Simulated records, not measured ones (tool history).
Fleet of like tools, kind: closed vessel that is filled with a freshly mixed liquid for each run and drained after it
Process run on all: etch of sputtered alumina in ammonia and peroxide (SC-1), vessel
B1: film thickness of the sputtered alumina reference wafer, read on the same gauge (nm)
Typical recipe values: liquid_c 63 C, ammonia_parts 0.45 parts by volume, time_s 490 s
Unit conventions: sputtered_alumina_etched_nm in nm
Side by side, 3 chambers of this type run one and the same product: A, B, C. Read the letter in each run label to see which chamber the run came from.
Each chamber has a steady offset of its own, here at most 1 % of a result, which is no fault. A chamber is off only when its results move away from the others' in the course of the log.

{"run": "1A", "hour": 5.6, "liquid_c": 63, "ammonia_parts": 0.45, "time_s": 490, "B1": 109.98, "sputtered_alumina_etched_nm": 44.33}
{"run": "2B", "hour": 10.0, "liquid_c": 63, "ammonia_parts": 0.45, "time_s": 490, "B1": 110.01, "sputtered_alumina_etched_nm": 43.82}
{"run": "3C", "hour": 14.9, "liquid_c": 63, "ammonia_parts": 0.45, "time_s": 490, "B1": 110.01, "sputtered_alumina_etched_nm": 44.113}
{"run": "4C", "hour": 22.9, "liquid_c": 63, "ammonia_parts": 0.45, "time_s": 490, "B1": 109.99, "sputtered_alumina_etched_nm": 43.894}
{"run": "5B", "hour": 27.7, "liquid_c": 63, "ammonia_parts": 0.45, "time_s": 490, "B1": 110.01, "sputtered_alumina_etched_nm": 44.118}
{"run": "6A", "hour": 34.2, "liquid_c": 63, "ammonia_parts": 0.45, "time_s": 490, "B1": 109.99, "sputtered_alumina_etched_nm": 44.407}
{"run": "7C", "hour": 41.4, "liquid_c": 63, "ammonia_parts": 0.6, "time_s": 740, "B1": 109.99, "sputtered_alumina_etched_nm": 68.03}
{"run": "8B", "hour": 46.9, "liquid_c": 63, "ammonia_parts": 0.6, "time_s": 740, "B1": 109.99, "sputtered_alumina_etched_nm": 68.078}
{"run": "9A", "hour": 52.7, "liquid_c": 63, "ammonia_parts": 0.6, "time_s": 740, "B1": 110.0, "sputtered_alumina_etched_nm": 68.797}
{"run": "10B", "hour": 58.6, "liquid_c": 63, "ammonia_parts": 0.45, "time_s": 490, "B1": 110.0, "sputtered_alumina_etched_nm": 43.746}
{"hour": 60.0, "done": "chamber B: thermometer replaced"}
{"hour": 62.5, "done": "chamber A: ammonia flow meter replaced"}
{"run": "11C", "hour": 66.1, "liquid_c": 63, "ammonia_parts": 0.45, "time_s": 490, "B1": 110.0, "sputtered_alumina_etched_nm": 43.894}
{"run": "12A", "hour": 72.3, "liquid_c": 63, "ammonia_parts": 0.45, "time_s": 490, "B1": 110.01, "sputtered_alumina_etched_nm": 44.239}
{"run": "13B", "hour": 77.3, "liquid_c": 63, "ammonia_parts": 0.45, "time_s": 490, "B1": 109.98, "sputtered_alumina_etched_nm": 43.725}
{"run": "14C", "hour": 83.9, "liquid_c": 63, "ammonia_parts": 0.45, "time_s": 490, "B1": 109.99, "sputtered_alumina_etched_nm": 43.909}
{"run": "15A", "hour": 90.9, "liquid_c": 63, "ammonia_parts": 0.45, "time_s": 490, "B1": 110.01, "sputtered_alumina_etched_nm": 44.53}
{"run": "16A", "hour": 95.1, "liquid_c": 63, "ammonia_parts": 0.45, "time_s": 490, "B1": 109.97, "sputtered_alumina_etched_nm": 44.456}
{"run": "17B", "hour": 98.8, "liquid_c": 63, "ammonia_parts": 0.45, "time_s": 490, "B1": 109.98, "sputtered_alumina_etched_nm": 43.747}
{"run": "18C", "hour": 104.2, "liquid_c": 63, "ammonia_parts": 0.45, "time_s": 490, "B1": 110.0, "sputtered_alumina_etched_nm": 44.154}
{"run": "19A", "hour": 110.0, "liquid_c": 63, "ammonia_parts": 0.45, "time_s": 490, "B1": 110.02, "sputtered_alumina_etched_nm": 44.238}
{"run": "20B", "hour": 114.8, "liquid_c": 63, "ammonia_parts": 0.45, "time_s": 490, "B1": 109.97, "sputtered_alumina_etched_nm": 43.735}
{"run": "21C", "hour": 120.8, "liquid_c": 63, "ammonia_parts": 0.45, "time_s": 490, "B1": 109.99, "sputtered_alumina_etched_nm": 44.109}
{"run": "22C", "hour": 128.7, "liquid_c": 63, "ammonia_parts": 0.45, "time_s": 490, "B1": 110.0, "sputtered_alumina_etched_nm": 44.394}
{"run": "23B", "hour": 135.8, "liquid_c": 63, "ammonia_parts": 0.45, "time_s": 490, "B1": 110.03, "sputtered_alumina_etched_nm": 43.603}
{"run": "24A", "hour": 140.8, "liquid_c": 63, "ammonia_parts": 0.55, "time_s": 715, "B1": 110.0, "sputtered_alumina_etched_nm": 65.869}
{"run": "25B", "hour": 146.6, "liquid_c": 63, "ammonia_parts": 0.55, "time_s": 715, "B1": 109.99, "sputtered_alumina_etched_nm": 65.454}
{"run": "26C", "hour": 150.2, "liquid_c": 63, "ammonia_parts": 0.55, "time_s": 715, "B1": 110.0, "sputtered_alumina_etched_nm": 65.604}
{"run": "27A", "hour": 155.8, "liquid_c": 63, "ammonia_parts": 0.45, "time_s": 755, "B1": 109.98, "sputtered_alumina_etched_nm": 68.285}
{"run": "28B", "hour": 160.6, "liquid_c": 63, "ammonia_parts": 0.45, "time_s": 755, "B1": 110.03, "sputtered_alumina_etched_nm": 67.18}
{"run": "29A", "hour": 165.0, "liquid_c": 63, "ammonia_parts": 0.45, "time_s": 755, "B1": 110.01, "sputtered_alumina_etched_nm": 67.932}
{"run": "30C", "hour": 172.7, "liquid_c": 63, "ammonia_parts": 0.45, "time_s": 490, "B1": 110.01, "sputtered_alumina_etched_nm": 43.899}
{"run": "31C", "hour": 179.1, "liquid_c": 63, "ammonia_parts": 0.45, "time_s": 490, "B1": 110.01, "sputtered_alumina_etched_nm": 44.07}
{"run": "32A", "hour": 184.5, "liquid_c": 63, "ammonia_parts": 0.45, "time_s": 490, "B1": 110.0, "sputtered_alumina_etched_nm": 44.548}
{"run": "33B", "hour": 191.7, "liquid_c": 63, "ammonia_parts": 0.45, "time_s": 490, "B1": 110.0, "sputtered_alumina_etched_nm": 43.661}

Next, all 3 chambers run the settings below, one line each with question marks for the results. What does each chamber give?
{"run": "34A", "hour": 197.5, "liquid_c": 63, "ammonia_parts": 0.45, "time_s": 490, "sputtered_alumina_etched_nm": "?"}
{"run": "34B", "hour": 197.5, "liquid_c": 63, "ammonia_parts": 0.45, "time_s": 490, "sputtered_alumina_etched_nm": "?"}
{"run": "34C", "hour": 197.5, "liquid_c": 63, "ammonia_parts": 0.45, "time_s": 490, "sputtered_alumina_etched_nm": "?"}

run=34A sputtered_alumina_etched_nm=44.392
run=34B sputtered_alumina_etched_nm=43.697
run=34C sputtered_alumina_etched_nm=44.233
